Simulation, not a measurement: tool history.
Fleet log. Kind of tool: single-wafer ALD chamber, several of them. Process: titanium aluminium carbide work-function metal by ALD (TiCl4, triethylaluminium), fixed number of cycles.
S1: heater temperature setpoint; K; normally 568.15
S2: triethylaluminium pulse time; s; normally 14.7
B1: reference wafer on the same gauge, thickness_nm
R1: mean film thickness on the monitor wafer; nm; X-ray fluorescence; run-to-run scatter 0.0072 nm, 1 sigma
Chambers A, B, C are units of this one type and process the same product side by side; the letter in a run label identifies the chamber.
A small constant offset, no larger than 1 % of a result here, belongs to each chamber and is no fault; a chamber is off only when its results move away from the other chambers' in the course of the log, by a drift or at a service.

run   hour      S1     S2      B1      R1
 1A    9.9  568.15   14.7  2.1294  2.0163
 2C   20.7  568.15   14.7  2.1306  1.9878
 3B   27.3  568.15   14.7  2.1313  1.9932
 4A   32.9  568.15   14.7  2.1307  2.0096
 5B     39  563.15  19.69    2.13  1.9528
 6C   45.4  563.15  19.69  2.1285  1.9421
 7B   54.1  563.15  19.69  2.1293  1.9674
 8C   59.6  568.15   14.7  2.1287  1.9897
 9A   66.8  568.15   14.7  2.1306  2.0143
10A   74.1  568.15   14.7  2.1315  2.0213
11C   79.4  555.15  19.32  2.1307  1.8828
12B   89.2  555.15  19.32  2.1313  1.9018
13A   97.7  555.15  19.32  2.1293  1.9194
14C  102.9  573.15   14.7  2.1292  2.0423
15B  113.1  573.15   14.7  2.1303  2.0449
16A  122.2  573.15   14.7  2.1293  2.0698
17B  130.6  558.15  19.88  2.1299  1.9173
18C  135.4  558.15  19.88  2.1317  1.9087
19A  140.3  558.15  19.88  2.1291  1.9358
20B  151.1  568.15   14.7  2.1302  1.9965
21C    157  568.15   14.7  2.1294  1.9853
22B  163.7  568.15   14.7  2.1296  1.9977
     163.8  -- chamber C: triethylaluminium bottle replaced
23A  173.7  568.15   14.7  2.1299  2.0131
24C  180.6  558.15   10.8  2.1287  1.8679
25A  190.2  558.15   10.8   2.131  1.8989
26B    199  558.15   10.8  2.1302  1.8846
27C  209.5  568.15   14.7  2.1294  1.9948
28C  218.1  573.15   14.7  2.1294  2.0261
29B  227.2  573.15   14.7  2.1303  2.0452
30A    235  573.15   14.7  2.1311  2.0755
31A    245  568.15   14.7  2.1313  2.0209
32B    255  568.15   14.7  2.1293  1.9906
33C  265.2  568.15   14.7  2.1313   1.986
34A  271.6  568.15   14.7  2.1307  2.0296
35C  277.2  574.15  16.53  2.1292  2.0523
36B  283.4  574.15  16.53  2.1305  2.0559
37B  292.4  574.15  16.53  2.1305  2.0663

Has any chamber moved away from the others, gradually or after a service, or does the common gauge drift, or do the chambers differ only by their own small steady offsets? State the chamber and the most likely cause if one applies.

Beyond each chamber's small constant offset nothing stands out, and the gauge stays steady.
